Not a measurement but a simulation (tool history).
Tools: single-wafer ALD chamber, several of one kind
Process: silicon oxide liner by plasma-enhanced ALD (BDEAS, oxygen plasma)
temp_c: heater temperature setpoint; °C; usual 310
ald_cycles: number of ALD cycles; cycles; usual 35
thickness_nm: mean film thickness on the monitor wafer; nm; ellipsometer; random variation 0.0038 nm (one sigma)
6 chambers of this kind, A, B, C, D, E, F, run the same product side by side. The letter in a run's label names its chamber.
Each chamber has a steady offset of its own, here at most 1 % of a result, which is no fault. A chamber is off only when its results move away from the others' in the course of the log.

run	hour	temp_c	ald_cycles	read-back reference wafer on the same gauge, thickness_nm	thickness_nm
1D	3.9	310	35	2.6305	3.2091
2C	6.9	310	35	2.6297	3.198
3A	11.3	310	35	2.6286	3.2173
4F	15.4	310	35	2.6287	3.2259
5E	19.2	310	35	2.628	3.1839
6B	24.4	324	42	2.6284	3.7707
7A	27.5	324	42	2.628	3.7684
8E	30.9	324	42	2.6264	3.7537
9B	33.3	324	42	2.6267	3.7618
10C	36.9	324	42	2.6263	3.762
11F	41.3	324	42	2.627	3.794
12D	45.5	310	35	2.6251	3.2043
13F	48.5	302	38	2.6255	3.5375
14D	51.2	302	38	2.6263	3.5044
15E	54.2	302	38	2.6249	3.4953
16B	58.5	302	38	2.6253	3.5108
17A	62.1	302	38	2.6252	3.5242
18C	65.1	302	38	2.6244	3.5092
19A	67.6	310	35	2.6241	3.2085
20B	72.1	310	35	2.6243	3.2071
21E	76.1	310	35	2.6234	3.179
22D	79.1	301	35	2.6234	3.2343
23F	81.7	301	35	2.6221	3.2586
24C	84.9	301	35	2.6235	3.2389
25E	88.5	301	35	2.6225	3.2271
26F	91.3	301	35	2.6215	3.2567
27B	96.2	301	35	2.6219	3.237
28C	99.4	317	35	2.6212	3.1548
29A	102.5	317	35	2.6213	3.1695
30D	105.9	317	35	2.6211	3.1602
31A	110.4	317	35	2.6203	3.1716
32E	115.4	317	35	2.6212	3.1512
33D	120.3	317	35	2.6194	3.1666
34B	123	310	35	2.6198	3.1961
35F	127.1	310	35	2.6191	3.2147
36C	132.2	310	35	2.6183	3.1934
37F	137.3	310	35	2.618	3.2127
38D	140.8	298	35	2.6182	3.2639
39C	143.1	298	35	2.6179	3.2517
40B	146	298	35	2.6165	3.2641

Next, every chamber runs the same settings. What will each give?
41A	149.8	310	35		?
41B	149.8	310	35		?
41C	149.8	310	35		?
41D	149.8	310	35		?
41E	149.8	310	35		?
41F	149.8	310	35		?

run	thickness_nm
41A	3.2018
41B	3.1918
41C	3.1879
41D	3.1917
41E	3.1773
41F	3.2057
